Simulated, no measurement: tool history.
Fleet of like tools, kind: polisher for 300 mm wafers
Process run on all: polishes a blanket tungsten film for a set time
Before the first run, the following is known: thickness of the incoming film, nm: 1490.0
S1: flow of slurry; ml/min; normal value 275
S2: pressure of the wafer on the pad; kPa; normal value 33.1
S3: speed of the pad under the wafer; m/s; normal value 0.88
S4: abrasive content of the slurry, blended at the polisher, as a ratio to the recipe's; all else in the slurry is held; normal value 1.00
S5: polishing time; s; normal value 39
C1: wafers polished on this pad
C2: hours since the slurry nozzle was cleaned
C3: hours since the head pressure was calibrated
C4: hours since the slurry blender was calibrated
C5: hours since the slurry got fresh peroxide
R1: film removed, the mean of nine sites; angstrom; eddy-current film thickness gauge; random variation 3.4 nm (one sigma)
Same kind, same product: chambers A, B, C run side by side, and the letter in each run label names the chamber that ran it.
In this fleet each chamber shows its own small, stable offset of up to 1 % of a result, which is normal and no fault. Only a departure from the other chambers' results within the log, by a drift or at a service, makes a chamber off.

{"run": "1B", "hour": 8.9, "S1": 275, "S2": 33.1, "S3": 0.88, "S4": 1.0, "S5": 39, "C1": 490, "C2": 652.6, "C3": 336.0, "C4": 185.0, "C5": 73.9, "R1": 2381.6}
{"run": "2A", "hour": 15.7, "S1": 275, "S2": 33.1, "S3": 0.88, "S4": 1.0, "S5": 39, "C1": 548, "C2": 249.5, "C3": 603.2, "C4": 282.5, "C5": 19.9, "R1": 2294.1}
{"hour": 16.9, "done": "chamber C: slurry tank refilled with fresh slurry and peroxide"}
{"hour": 19.1, "done": "chamber A: worn pad replaced by a new one"}
{"hour": 21.5, "done": "chamber B: worn pad replaced by a new one"}
{"hour": 22.1, "done": "chamber A: slurry blender recalibrated"}
{"run": "3C", "hour": 25.4, "S1": 275, "S2": 33.1, "S3": 0.88, "S4": 1.0, "S5": 39, "C1": 700, "C2": 547.5, "C3": 115.4, "C4": 179.9, "C5": 8.6, "R1": 2287.5}
{"run": "4B", "hour": 33.9, "S1": 275, "S2": 33.1, "S3": 0.88, "S4": 1.0, "S5": 39, "C1": 171, "C2": 677.6, "C3": 361.0, "C4": 210.0, "C5": 98.9, "R1": 2370.4}
{"run": "5C", "hour": 44.4, "S1": 275, "S2": 33.1, "S3": 0.88, "S4": 1.0, "S5": 39, "C1": 961, "C2": 566.5, "C3": 134.4, "C4": 198.9, "C5": 27.6, "R1": 2308.6}
{"run": "6A", "hour": 52.8, "S1": 275, "S2": 33.1, "S3": 0.88, "S4": 1.0, "S5": 39, "C1": 463, "C2": 286.6, "C3": 640.3, "C4": 30.7, "C5": 57.0, "R1": 2283.6}
{"hour": 57.5, "done": "chamber A: worn pad replaced by a new one"}
{"run": "7A", "hour": 62.7, "S1": 275, "S2": 33.1, "S3": 0.88, "S4": 1.0, "S5": 39, "C1": 71, "C2": 296.5, "C3": 650.2, "C4": 40.6, "C5": 66.9, "R1": 2388.2}
{"hour": 67.0, "done": "chamber C: slurry tank refilled with fresh slurry and peroxide"}
{"hour": 68.0, "done": "chamber B: worn pad replaced by a new one"}
{"run": "8B", "hour": 75.1, "S1": 275, "S2": 33.1, "S3": 0.88, "S4": 1.0, "S5": 39, "C1": 97, "C2": 718.8, "C3": 402.2, "C4": 251.2, "C5": 140.1, "R1": 2416.2}
{"hour": 76.1, "done": "chamber C: worn pad replaced by a new one"}
{"hour": 78.6, "done": "chamber B: slurry tank refilled with fresh slurry and peroxide"}
{"run": "9C", "hour": 88.9, "S1": 275, "S2": 33.1, "S3": 0.88, "S4": 1.0, "S5": 39, "C1": 176, "C2": 611.0, "C3": 178.9, "C4": 243.4, "C5": 21.9, "R1": 2353.0}
{"run": "10A", "hour": 95.2, "S1": 275, "S2": 33.1, "S3": 0.88, "S4": 1.0, "S5": 39, "C1": 518, "C2": 329.0, "C3": 682.7, "C4": 73.1, "C5": 99.4, "R1": 2329.8}
{"hour": 104.4, "done": "chamber A: worn pad replaced by a new one"}
{"run": "11B", "hour": 109.7, "S1": 275, "S2": 33.1, "S3": 0.88, "S4": 1.0, "S5": 28, "C1": 573, "C2": 753.4, "C3": 436.8, "C4": 285.8, "C5": 31.1, "R1": 1683.6}
{"hour": 118.2, "done": "chamber C: slurry tank refilled with fresh slurry and peroxide"}
{"hour": 119.5, "done": "chamber C: slurry blender recalibrated"}
{"hour": 121.9, "done": "chamber A: slurry tank refilled with fresh slurry and peroxide"}
{"run": "12C", "hour": 123.9, "S1": 275, "S2": 33.1, "S3": 0.88, "S4": 1.0, "S5": 28, "C1": 657, "C2": 646.0, "C3": 213.9, "C4": 4.4, "C5": 5.7, "R1": 1679.7}
{"hour": 125.4, "done": "chamber B: worn pad replaced by a new one"}
{"run": "13B", "hour": 134.5, "S1": 275, "S2": 33.1, "S3": 0.88, "S4": 1.0, "S5": 28, "C1": 125, "C2": 778.2, "C3": 461.6, "C4": 310.6, "C5": 55.9, "R1": 1703.0}
{"hour": 146.2, "done": "chamber A: worn pad replaced by a new one"}
{"run": "14A", "hour": 148.7, "S1": 275, "S2": 33.1, "S3": 0.88, "S4": 1.0, "S5": 39, "C1": 35, "C2": 382.5, "C3": 736.2, "C4": 126.6, "C5": 26.9, "R1": 2326.6}
{"run": "15C", "hour": 156.5, "S1": 275, "S2": 33.1, "S3": 0.88, "S4": 1.0, "S5": 39, "C1": 1105, "C2": 678.6, "C3": 246.5, "C4": 37.0, "C5": 38.3, "R1": 2423.8}
{"hour": 163.3, "done": "chamber C: slurry tank refilled with fresh slurry and peroxide"}
{"hour": 168.2, "done": "chamber C: worn pad replaced by a new one"}
{"run": "16B", "hour": 168.8, "S1": 275, "S2": 33.1, "S3": 0.88, "S4": 1.0, "S5": 39, "C1": 596, "C2": 812.5, "C3": 495.9, "C4": 344.9, "C5": 90.2, "R1": 2380.1}
{"hour": 176.4, "done": "chamber B: worn pad replaced by a new one"}
{"run": "17C", "hour": 176.8, "S1": 275, "S2": 33.1, "S3": 0.88, "S4": 1.0, "S5": 39, "C1": 118, "C2": 698.9, "C3": 266.8, "C4": 57.3, "C5": 13.5, "R1": 2380.5}
{"run": "18A", "hour": 190.2, "S1": 275, "S2": 33.1, "S3": 0.88, "S4": 1.0, "S5": 39, "C1": 606, "C2": 424.0, "C3": 777.7, "C4": 168.1, "C5": 68.4, "R1": 2318.8}
{"hour": 195.3, "done": "chamber A: worn pad replaced by a new one"}
{"hour": 199.5, "done": "chamber B: slurry blender recalibrated"}
{"run": "19A", "hour": 203.6, "S1": 275, "S2": 33.1, "S3": 0.88, "S4": 1.0, "S5": 39, "C1": 114, "C2": 437.4, "C3": 791.1, "C4": 181.5, "C5": 81.8, "R1": 2370.7}
{"run": "20B", "hour": 213.2, "S1": 275, "S2": 33.1, "S3": 0.88, "S4": 1.0, "S5": 39, "C1": 506, "C2": 856.9, "C3": 540.3, "C4": 13.7, "C5": 134.6, "R1": 2337.2}
{"hour": 220.7, "done": "chamber C: slurry tank refilled with fresh slurry and peroxide"}
{"run": "21C", "hour": 221.5, "S1": 275, "S2": 33.1, "S3": 0.88, "S4": 1.0, "S5": 39, "C1": 733, "C2": 743.6, "C3": 311.5, "C4": 102.0, "C5": 0.9, "R1": 2273.1}

Next, every chamber runs the same settings. What will each give?
{"run": "22A", "hour": 231.8, "S1": 275, "S2": 33.1, "S3": 0.88, "S4": 1.25, "S5": 39, "R1": "?"}
{"run": "22B", "hour": 231.8, "S1": 275, "S2": 33.1, "S3": 0.88, "S4": 1.25, "S5": 39, "R1": "?"}
{"run": "22C", "hour": 231.8, "S1": 275, "S2": 33.1, "S3": 0.88, "S4": 1.25, "S5": 39, "R1": "?"}

run=22A R1=2553.4
run=22B R1=2510.4
run=22C R1=2489.4

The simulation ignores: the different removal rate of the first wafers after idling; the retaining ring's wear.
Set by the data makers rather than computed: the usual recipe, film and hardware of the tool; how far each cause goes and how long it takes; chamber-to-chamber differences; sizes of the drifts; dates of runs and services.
